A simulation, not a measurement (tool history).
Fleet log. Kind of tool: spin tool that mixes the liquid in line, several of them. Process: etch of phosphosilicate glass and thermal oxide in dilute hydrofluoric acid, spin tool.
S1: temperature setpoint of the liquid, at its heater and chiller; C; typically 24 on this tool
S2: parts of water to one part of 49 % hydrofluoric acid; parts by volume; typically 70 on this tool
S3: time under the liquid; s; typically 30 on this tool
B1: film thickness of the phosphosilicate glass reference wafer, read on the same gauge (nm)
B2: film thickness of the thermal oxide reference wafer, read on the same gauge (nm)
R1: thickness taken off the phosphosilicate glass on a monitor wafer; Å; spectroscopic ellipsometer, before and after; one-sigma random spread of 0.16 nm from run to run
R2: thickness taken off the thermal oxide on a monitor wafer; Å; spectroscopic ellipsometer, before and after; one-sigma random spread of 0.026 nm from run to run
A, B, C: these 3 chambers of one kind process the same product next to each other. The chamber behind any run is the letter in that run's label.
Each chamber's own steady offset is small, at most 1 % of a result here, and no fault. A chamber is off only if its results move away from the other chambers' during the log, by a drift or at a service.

run   hour    S1  S2  S3      B1      B2      R1      R2
 1B    3.6    24  70  30  49.949  29.972  268.78  20.351
 2A    8.3    24  70  30  49.992  29.971  264.97  20.264
 3C   13.7    24  70  30      50  30.021  266.91   20.14
 4A   16.7    24  70  30  50.011  30.007  264.24  20.309
 5B   21.7    24  70  30  49.957  29.998  267.58  20.657
 6C   28.2    24  70  30  49.985  29.998  264.01  20.608
 7B   33.1    24  70  30  49.995  29.988  267.33  20.549
 8C   39.3  21.5  50  30  49.959  30.004  343.76  26.848
 9A   44.3  21.5  50  30  49.961  30.003  340.17  26.321
10A   50.4  21.5  50  30   49.95  30.004  341.97  26.433
11B   53.6    24  70  30  50.023  30.022  267.52  19.691
12C   57.9    24  70  30  50.003  30.044  265.39  20.198
13B   62.1    24  70  30  49.996  29.977  267.81  20.306
14C     66    24  70  30  49.985  30.009  267.05   21.08
15A   70.2    24  70  30  49.992      30  267.81  20.189
16C   74.3    24  70  30  50.002  30.021  266.92  21.046
17B   78.9    24  70  30  49.987  30.001  270.87   20.65
18A   82.6    22  50  30  50.016  30.021  351.02  26.876
19C   88.4    22  50  30  49.949  29.964  352.83  27.045
20B   93.7    22  50  30  49.978  30.008  357.25  26.669
21A   99.5    24  70  30  50.023  29.989   262.8  20.375
       101  -- chamber A: thermometer replaced
22C  102.7    24  70  30  50.002  29.995   264.3  20.294
23A  108.1    24  70  30  49.984  30.013  265.71  21.008
24B  111.3    24  70  30  50.004  29.991  268.62  20.515
25A  116.4    24  70  30  49.969  30.006  264.09  20.578
26C  122.2    24  70  30  49.998  30.009  269.32  20.183
27B  125.6    26  70  30  50.008   30.03  291.88  22.344
28C    132    26  70  30  49.962  29.991  285.99  21.984
29B  138.6    26  70  30  50.023  30.007   286.8  22.151
30A  142.7    24  70  30  50.015  29.977  266.97  20.584
     147.3  -- chamber B: thermometer replaced
31A  148.4    24  70  30  50.007  30.009  265.16  20.358
32C  151.9    24  70  30  49.989  30.036   269.6   20.23
33B  154.9    24  70  45      50  29.963  401.62  30.921
34B  158.8    24  70  45  50.012      30  404.96  30.374

For the next run the whole fleet of 3 chambers uses the same settings. Give each chamber's results:
35A  163.7  24  70  30           ?   ?
35B  163.7  24  70  30           ?   ?
35C  163.7  24  70  30           ?   ?

run      R1      R2
35A   265.5  21.042
35B  271.64  20.597
35C   264.8  20.406
